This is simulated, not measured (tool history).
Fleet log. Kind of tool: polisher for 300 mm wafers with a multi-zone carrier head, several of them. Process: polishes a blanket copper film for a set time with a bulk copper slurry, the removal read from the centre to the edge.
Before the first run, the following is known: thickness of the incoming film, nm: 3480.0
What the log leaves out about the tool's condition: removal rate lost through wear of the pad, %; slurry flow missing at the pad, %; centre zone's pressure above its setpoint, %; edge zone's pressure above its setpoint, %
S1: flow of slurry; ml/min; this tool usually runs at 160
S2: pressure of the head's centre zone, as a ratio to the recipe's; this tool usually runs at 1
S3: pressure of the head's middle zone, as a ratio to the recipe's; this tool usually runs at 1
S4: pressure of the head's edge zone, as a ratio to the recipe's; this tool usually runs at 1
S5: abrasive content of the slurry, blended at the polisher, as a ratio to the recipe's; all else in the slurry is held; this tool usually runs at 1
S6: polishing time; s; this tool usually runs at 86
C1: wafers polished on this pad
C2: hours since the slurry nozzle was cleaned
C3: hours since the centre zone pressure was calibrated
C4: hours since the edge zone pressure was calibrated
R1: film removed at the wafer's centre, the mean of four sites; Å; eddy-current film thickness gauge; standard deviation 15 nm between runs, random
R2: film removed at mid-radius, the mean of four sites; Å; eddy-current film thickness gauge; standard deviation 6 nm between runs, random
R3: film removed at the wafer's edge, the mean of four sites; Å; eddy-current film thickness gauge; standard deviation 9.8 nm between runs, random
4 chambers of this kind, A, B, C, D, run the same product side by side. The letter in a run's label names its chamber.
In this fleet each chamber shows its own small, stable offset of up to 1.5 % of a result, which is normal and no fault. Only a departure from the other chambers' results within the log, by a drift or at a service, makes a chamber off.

At hour 4.5: chamber A: centre zone pressure recalibrated.
Run 1D, hour 12.1: usual settings; C1 313; C2 536.3; C3 571.7; C4 79.6. Result: R1 9829.6 Å, R2 9717 Å, R3 9865.9 Å.
At hour 19.7: chamber A: worn pad replaced by a new one.
Run 2C, hour 22.3: usual settings; C1 930; C2 233.4; C3 341.7; C4 427.9. Result: R1 9638.8 Å, R2 9631.3 Å, R3 9609.1 Å.
Run 3B, hour 30.2: usual settings; C1 583; C2 46.1; C3 1192; C4 712.6. Result: R1 10279 Å, R2 9886.4 Å, R3 9612.8 Å.
At hour 32.5: chamber B: worn pad replaced by a new one.
Run 4A, hour 38.6: usual settings; C1 148; C2 313.5; C3 34.2; C4 1181.7. Result: R1 9833.1 Å, R2 9721.7 Å, R3 9731.3 Å.
Run 5B, hour 46.4: usual settings but S4 1.1; C1 109; C2 62.3; C3 1208.2; C4 728.8. Result: R1 9685 Å, R2 9846.1 Å, R3 10130 Å.
At hour 52.7: chamber C: centre zone pressure recalibrated.
Run 6A, hour 54: usual settings but S4 1.1; C1 269; C2 328.9; C3 49.6; C4 1197.1. Result: R1 10022 Å, R2 9802.7 Å, R3 10146 Å.
Run 7C, hour 63.3: usual settings but S4 1.1; C1 1252; C2 274.4; C3 10.7; C4 468.9. Result: R1 9979.4 Å, R2 9727.3 Å, R3 9972.4 Å.
At hour 65.8: chamber D: worn pad replaced by a new one.
At hour 68.2: chamber C: worn pad replaced by a new one.
Run 8D, hour 73.6: usual settings but S4 1.1; C1 61; C2 597.8; C3 633.2; C4 141.1. Result: R1 9657 Å, R2 9780.4 Å, R3 10075 Å.
Run 9C, hour 83.4: usual settings; C1 119; C2 294.5; C3 30.8; C4 489. Result: R1 9614.5 Å, R2 9811.5 Å, R3 9674.3 Å.
Run 10A, hour 90.3: usual settings; C1 554; C2 365.2; C3 85.9; C4 1233.4. Result: R1 9748.9 Å, R2 9635 Å, R3 9571.4 Å.
Run 11D, hour 100.3: usual settings but S1 125 ml/min; C1 271; C2 624.5; C3 659.9; C4 167.8. Result: R1 9269.4 Å, R2 9318.8 Å, R3 9269.1 Å.
Run 12B, hour 108: usual settings but S1 125 ml/min; C1 593; C2 123.9; C3 1269.8; C4 790.4. Result: R1 9267.3 Å, R2 9458.9 Å, R3 9452.2 Å.
Run 13D, hour 115.2: usual settings but S1 125 ml/min; C1 388; C2 639.4; C3 674.8; C4 182.7. Result: R1 9175.2 Å, R2 9190.3 Å, R3 9426.1 Å.
At hour 115.6: chamber B: worn pad replaced by a new one.
At hour 118.2: chamber A: edge zone pressure recalibrated.
Run 14A, hour 125.8: usual settings but S1 125 ml/min; C1 833; C2 400.7; C3 121.4; C4 7.7. Result: R1 9048.7 Å, R2 9008.4 Å, R3 9272.3 Å.
At hour 130.5: chamber D: slurry nozzle cleaned.
Run 15C, hour 132.1: usual settings but S3 0.95, S4 1.09; C1 502; C2 343.2; C3 79.5; C4 537.7. Result: R1 9692.8 Å, R2 9307.1 Å, R3 10023 Å.
Run 16B, hour 144: usual settings but S3 0.95, S4 1.09; C1 223; C2 159.9; C3 1305.8; C4 826.4. Result: R1 9684.8 Å, R2 9462.8 Å, R3 10125 Å.
At hour 148: chamber A: worn pad replaced by a new one.
Run 17A, hour 150: usual settings but S3 0.95, S4 1.09; C1 16; C2 424.9; C3 145.6; C4 31.9. Result: R1 9413.4 Å, R2 8913.9 Å, R3 9830.3 Å.
Run 18D, hour 160.7: usual settings but S3 0.95, S4 1.09; C1 745; C2 30.3; C3 720.3; C4 228.2. Result: R1 9603.8 Å, R2 9153.7 Å, R3 10258 Å.
Run 19C, hour 172.4: usual settings; C1 818; C2 383.5; C3 119.8; C4 578. Result: R1 9560.8 Å, R2 9711.6 Å, R3 9589.3 Å.
At hour 174.2: chamber D: worn pad replaced by a new one.
Run 20B, hour 184.1: usual settings; C1 538; C2 200; C3 1345.9; C4 866.5. Result: R1 9927.4 Å, R2 9850 Å, R3 9623.9 Å.
Run 21D, hour 190.6: usual settings but S2 1.08; C1 129; C2 60.2; C3 750.2; C4 258.1. Result: R1 10627 Å, R2 9757.9 Å, R3 9767.8 Å.
At hour 192.5: chamber B: worn pad replaced by a new one.
Run 22A, hour 199.5: usual settings but S2 1.08; C1 404; C2 474.4; C3 195.1; C4 81.4. Result: R1 10129 Å, R2 9202 Å, R3 9316.1 Å.
Run 23C, hour 205.3: usual settings but S2 1.08; C1 1076; C2 416.4; C3 152.7; C4 610.9. Result: R1 10330 Å, R2 9737.3 Å, R3 9654 Å.
At hour 205.9: chamber C: worn pad replaced by a new one.
Run 24B, hour 213.3: usual settings but S2 1.08; C1 163; C2 229.2; C3 1375.1; C4 895.7. Result: R1 10662 Å, R2 9901.8 Å, R3 9772.7 Å.
Run 25B, hour 223.9: usual settings; C1 247; C2 239.8; C3 1385.7; C4 906.3. Result: R1 10011 Å, R2 9814.5 Å, R3 9626.2 Å.
Run 26D, hour 232.8: usual settings; C1 460; C2 102.4; C3 792.4; C4 300.3. Result: R1 9527.7 Å, R2 9659.2 Å, R3 9663.1 Å.
Run 27C, hour 244.6: usual settings; C1 304; C2 455.7; C3 192; C4 650.2. Result: R1 9497.6 Å, R2 9745.5 Å, R3 9777.5 Å.
Run 28A, hour 251.5: usual settings; C1 813; C2 526.4; C3 247.1; C4 133.4. Result: R1 9007.7 Å, R2 8927.3 Å, R3 9112.6 Å.
Run 29C, hour 258.3: usual settings but S2 1.07; C1 412; C2 469.4; C3 205.7; C4 663.9. Result: R1 10478 Å, R2 9785.3 Å, R3 9731.3 Å.

One chamber off, gauge drift, or nothing amiss beyond the chambers' own small offsets? If it is a chamber, which one, and what is the likeliest cause?

It is chamber A that slowly wanders off from its peers.
Most likely cause: slurry flow missing at the pad, % = 35.4.

Chamber A could run next with any of the 4 candidate recipes listed below; each alters the usual settings, and their results appear as question marks. Which one brings its results back in line with what the other chambers deliver on the usual settings?
Maximum distance from the other chambers' mean on the usual settings for a result to count as in line: R1 510 Å; R2 210 Å; R3 340 Å
Run 30A-1, hour 267: usual settings but S1 170 ml/min, S2 1.02, S3 1.03, S4 0.98, S6 91 s. Result: R1 ?, R2 ?, R3 ?.
Run 30A-2, hour 267: usual settings but S2 0.99, S3 0.99, S6 84 s. Result: R1 ?, R2 ?, R3 ?.
Run 30A-3, hour 267: usual settings but S1 165 ml/min, S2 1.01, S3 1.01, S4 0.99, S6 88 s. Result: R1 ?, R2 ?, R3 ?.
Run 30A-4, hour 267: usual settings but S1 150 ml/min, S2 0.98, S3 0.97, S4 1.02, S6 81 s. Result: R1 ?, R2 ?, R3 ?.

Other chambers, usual settings, mean: R1 9756.2 Å; R2 9778.5 Å; R3 9700.8 Å
  run      R1      R2      R3
30A-1  9677.7  9844.8    9704
30A-2  8489.7    8621  8960.2
30A-3  9176.1  9276.2    9387
30A-4  7929.2  8011.7  8628.2
Change 30A-1 lands the chamber within the allowed miss of the other chambers.
